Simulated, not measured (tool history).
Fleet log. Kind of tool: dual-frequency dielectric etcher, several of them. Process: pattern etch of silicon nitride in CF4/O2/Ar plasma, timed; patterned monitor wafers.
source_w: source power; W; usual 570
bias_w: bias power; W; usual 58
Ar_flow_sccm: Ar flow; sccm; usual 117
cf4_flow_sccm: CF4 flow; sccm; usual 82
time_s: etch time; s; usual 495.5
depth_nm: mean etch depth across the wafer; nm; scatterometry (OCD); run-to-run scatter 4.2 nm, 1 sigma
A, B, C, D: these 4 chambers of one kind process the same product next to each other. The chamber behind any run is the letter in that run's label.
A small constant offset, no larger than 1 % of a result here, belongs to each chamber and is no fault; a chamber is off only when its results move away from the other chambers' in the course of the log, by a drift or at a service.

| run | hour | source_w | bias_w | Ar_flow_sccm | cf4_flow_sccm | time_s | hours since the last wet clean | hours since the last source power generator calibration | hours since the last bias power generator calibration | hours since the last Ar flow controller change | hours since the last CF4 flow controller change | read-back reference wafer on the same gauge, depth_nm | depth_nm |
|---|---|---|---|---|---|---|---|---|---|---|---|---|---|
| 1C | 5.1 | 570 | 58 | 117 | 82 | 495.5 | 342.9 | 2100.5 | 2342.2 | 2974.2 | 683.7 | 920.3 | 1066.1 |
| 2D | 11 | 570 | 58 | 117 | 82 | 495.5 | 76.5 | 1204.1 | 956.9 | 4558.3 | 33.5 | 920.83 | 1059.8 |
| 3B | 15.2 | 570 | 58 | 117 | 82 | 495.5 | 237.6 | 1384.6 | 2057.1 | 3959.7 | 3820.9 | 919.7 | 1068.7 |
| 4A | 20.6 | 570 | 58 | 117 | 82 | 495.5 | 226.4 | 477.8 | 400.6 | 572.2 | 307.6 | 919.83 | 1070 |
| 5D | 27.9 | 570 | 58 | 117 | 82 | 495.5 | 93.4 | 1221 | 973.8 | 4575.2 | 50.4 | 919.35 | 1054.2 |
| 6A | 32.3 | 570 | 58 | 117 | 82 | 495.5 | 238.1 | 489.5 | 412.3 | 583.9 | 319.3 | 919.43 | 1067.3 |
| 7C | 37.3 | 570 | 58 | 117 | 82 | 495.5 | 375.1 | 2132.7 | 2374.4 | 3006.4 | 715.9 | 920.46 | 1062.6 |
| 8B | 41.9 | 570 | 58 | 117 | 82 | 495.5 | 264.3 | 1411.3 | 2083.8 | 3986.4 | 3847.6 | 920.82 | 1063 |
| 9B | 48 | 570 | 58 | 117 | 82 | 495.5 | 270.4 | 1417.4 | 2089.9 | 3992.5 | 3853.7 | 919.91 | 1061.6 |
| 10A | 53 | 570 | 58 | 117 | 82 | 495.5 | 258.8 | 510.2 | 433 | 604.6 | 340 | 919.65 | 1073.4 |
| 11C | 59.2 | 570 | 58 | 117 | 82 | 495.5 | 397 | 2154.6 | 2396.3 | 3028.3 | 737.8 | 920.94 | 1061.7 |
|  | 62.3 | chamber C: wet clean of the chamber |
| 12D | 63.2 | 570 | 58 | 117 | 82 | 495.5 | 128.7 | 1256.3 | 1009.1 | 4610.5 | 85.7 | 919.09 | 1051.2 |
| 13C | 68.6 | 570 | 58 | 117 | 82 | 495.5 | 6.3 | 2164 | 2405.7 | 3037.7 | 747.2 | 920.59 | 1066.1 |
| 14A | 76.9 | 570 | 58 | 117 | 82 | 495.5 | 282.7 | 534.1 | 456.9 | 628.5 | 363.9 | 920.05 | 1073.2 |
| 15D | 82.3 | 570 | 58 | 117 | 82 | 495.5 | 147.8 | 1275.4 | 1028.2 | 4629.6 | 104.8 | 920.18 | 1060.2 |
| 16B | 90 | 480 | 58 | 117 | 82 | 630.5 | 312.4 | 1459.4 | 2131.9 | 4034.5 | 3895.7 | 920.02 | 1163.8 |
| 17B | 95.3 | 480 | 58 | 117 | 82 | 630.5 | 317.7 | 1464.7 | 2137.2 | 4039.8 | 3901 | 920.46 | 1163.7 |
| 18C | 103.9 | 480 | 58 | 117 | 82 | 630.5 | 41.6 | 2199.3 | 2441 | 3073 | 782.5 | 920.16 | 1164.8 |
|  | 111.9 | chamber A: wet clean of the chamber |
| 19A | 112.8 | 480 | 58 | 117 | 82 | 630.5 | 1 | 570 | 492.8 | 664.4 | 399.8 | 919.62 | 1177.3 |
| 20D | 120.4 | 570 | 69 | 117 | 82 | 558.5 | 185.9 | 1313.5 | 1066.3 | 4667.7 | 142.9 | 919.22 | 1276.2 |
| 21B | 125.8 | 570 | 69 | 117 | 82 | 558.5 | 348.2 | 1495.2 | 2167.7 | 4070.3 | 3931.5 | 919.99 | 1293.5 |
| 22C | 131.7 | 570 | 69 | 117 | 82 | 558.5 | 69.4 | 2227.1 | 2468.8 | 3100.8 | 810.3 | 919.78 | 1281.1 |
| 23A | 136.1 | 570 | 69 | 117 | 82 | 558.5 | 24.3 | 593.3 | 516.1 | 687.7 | 423.1 | 919.3 | 1296.4 |
| 24D | 141.4 | 570 | 58 | 117 | 82 | 495.5 | 206.9 | 1334.5 | 1087.3 | 4688.7 | 163.9 | 919.85 | 1058.1 |
| 25A | 145.4 | 570 | 58 | 117 | 82 | 495.5 | 33.6 | 602.6 | 525.4 | 697 | 432.4 | 919.89 | 1072.8 |
| 26C | 151 | 570 | 58 | 117 | 82 | 495.5 | 88.7 | 2246.4 | 2488.1 | 3120.1 | 829.6 | 919.54 | 1071.9 |
| 27B | 155.3 | 570 | 58 | 117 | 82 | 495.5 | 377.7 | 1524.7 | 2197.2 | 4099.8 | 3961 | 919.45 | 1065.2 |
| 28D | 159.2 | 570 | 58 | 117 | 82 | 495.5 | 224.7 | 1352.3 | 1105.1 | 4706.5 | 181.7 | 919.79 | 1056.5 |
| 29D | 167.6 | 570 | 58 | 117 | 82 | 495.5 | 233.1 | 1360.7 | 1113.5 | 4714.9 | 190.1 | 920 | 1052.4 |
| 30A | 173.6 | 570 | 58 | 117 | 82 | 495.5 | 61.8 | 630.8 | 553.6 | 725.2 | 460.6 | 920.31 | 1073.1 |
| 31B | 180.9 | 570 | 58 | 117 | 82 | 495.5 | 403.3 | 1550.3 | 2222.8 | 4125.4 | 3986.6 | 919.99 | 1062.1 |
| 32C | 187.4 | 570 | 58 | 117 | 82 | 495.5 | 125.1 | 2282.8 | 2524.5 | 3156.5 | 866 | 920.88 | 1061.3 |
| 33A | 191.5 | 570 | 58 | 117 | 82 | 495.5 | 79.7 | 648.7 | 571.5 | 743.1 | 478.5 | 920.12 | 1075 |
| 34B | 197.1 | 570 | 58 | 117 | 82 | 495.5 | 419.5 | 1566.5 | 2239 | 4141.6 | 4002.8 | 920.13 | 1064.4 |
| 35C | 202.5 | 570 | 58 | 117 | 82 | 495.5 | 140.2 | 2297.9 | 2539.6 | 3171.6 | 881.1 | 919.72 | 1067.1 |
| 36D | 207.1 | 570 | 58 | 91 | 82 | 391.5 | 272.6 | 1400.2 | 1153 | 4754.4 | 229.6 | 919.06 | 861.06 |
| 37D | 212.2 | 570 | 58 | 91 | 82 | 391.5 | 277.7 | 1405.3 | 1158.1 | 4759.5 | 234.7 | 919.18 | 859.5 |

Has any chamber moved away from the others, gradually or after a service, or does the common gauge drift, or do the chambers differ only by their own small steady offsets? State the chamber and the most likely cause if one applies.

No chamber stands off beyond its own small offset, and the gauge holds steady.
